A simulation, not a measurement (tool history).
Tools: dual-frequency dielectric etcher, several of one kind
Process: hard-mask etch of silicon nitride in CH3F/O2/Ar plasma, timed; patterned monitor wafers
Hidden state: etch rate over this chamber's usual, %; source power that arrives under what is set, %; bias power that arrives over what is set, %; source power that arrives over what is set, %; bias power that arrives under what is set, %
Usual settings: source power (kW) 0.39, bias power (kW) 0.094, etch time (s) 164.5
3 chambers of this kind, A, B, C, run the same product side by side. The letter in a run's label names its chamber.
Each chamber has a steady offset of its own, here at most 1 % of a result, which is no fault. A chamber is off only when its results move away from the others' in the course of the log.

run	hour	source power (kW)	bias power (kW)	etch time (s)	hours since the last wet clean	hours since the last source power generator calibration	hours since the last bias power generator calibration	read-back reference wafer on the same gauge, depth_nm	mean etch depth across the wafer (angstrom)
1C	7.9	0.39	0.094	164.5	24.4	2148.5	664.8	114.02	1251.3
2B	17.7	0.39	0.094	164.5	331	2162.4	1109	113.97	1255.1
3A	25.7	0.39	0.094	164.5	489.1	1345.1	1093.1	114	1267.3
4C	38.3	0.39	0.094	164.5	54.8	2178.9	695.2	114	1255.5
5A	48.6	0.39	0.094	164.5	512	1368	1116	114.01	1260.3
6B	59.8	0.39	0.094	164.5	373.1	2204.5	1151.1	113.96	1256.6
7C	69.9	0.39	0.079	164.5	86.4	2210.5	726.8	114.03	1179.1
8B	77	0.39	0.079	164.5	390.3	2221.7	1168.3	113.97	1172.6
9A	87.1	0.39	0.079	164.5	550.5	1406.5	1154.5	114.03	1187.4
10B	98.2	0.39	0.094	164.5	411.5	2242.9	1189.5	113.97	1256.1
11A	111.7	0.39	0.094	164.5	575.1	1431.1	1179.1	114.05	1266
# hour 118.2: chamber B: wet clean of the chamber
12C	124.7	0.39	0.094	164.5	141.2	2265.3	781.6	114.03	1252.8
13A	138.3	0.39	0.094	164.5	601.7	1457.7	1205.7	114.05	1261.3
14C	145.6	0.39	0.094	164.5	162.1	2286.2	802.5	114.04	1258
15B	152.4	0.39	0.094	164.5	34.2	2297.1	1243.7	114.07	1251.5
# hour 158.2: chamber A: wet clean of the chamber
16C	165.9	0.39	0.094	164.5	182.4	2306.5	822.8	113.95	1254.6
17A	177.4	0.36	0.094	148	19.2	1496.8	1244.8	114.04	1104.2
18B	191.2	0.36	0.094	148	73	2335.9	1282.5	114.01	1096.2
19B	205.7	0.36	0.094	148	87.5	2350.4	1297	114.01	1098.4
20C	213.6	0.39	0.094	164.5	230.1	2354.2	870.5	113.96	1249.4
21A	225.8	0.39	0.094	164.5	67.6	1545.2	1293.2	113.95	1263.6
22C	233.8	0.44	0.094	164.5	250.3	2374.4	890.7	114.02	1308.8
23B	247.6	0.44	0.094	164.5	129.4	2392.3	1338.9	113.99	1311.9
24A	262	0.44	0.094	164.5	103.8	1581.4	1329.4	113.99	1321.1
25A	271.6	0.39	0.094	164.5	113.4	1591	1339	114	1261.4
26B	286.1	0.39	0.094	164.5	167.9	2430.8	1377.4	113.97	1251.6
27C	299.8	0.39	0.094	164.5	316.3	2440.4	956.7	113.96	1257.4

Is one chamber off against the others, does the gauge drift, or is nothing wrong? If a chamber is off, say which, and what the likeliest cause is.

No chamber stands off beyond its own small offset, and the gauge holds steady.

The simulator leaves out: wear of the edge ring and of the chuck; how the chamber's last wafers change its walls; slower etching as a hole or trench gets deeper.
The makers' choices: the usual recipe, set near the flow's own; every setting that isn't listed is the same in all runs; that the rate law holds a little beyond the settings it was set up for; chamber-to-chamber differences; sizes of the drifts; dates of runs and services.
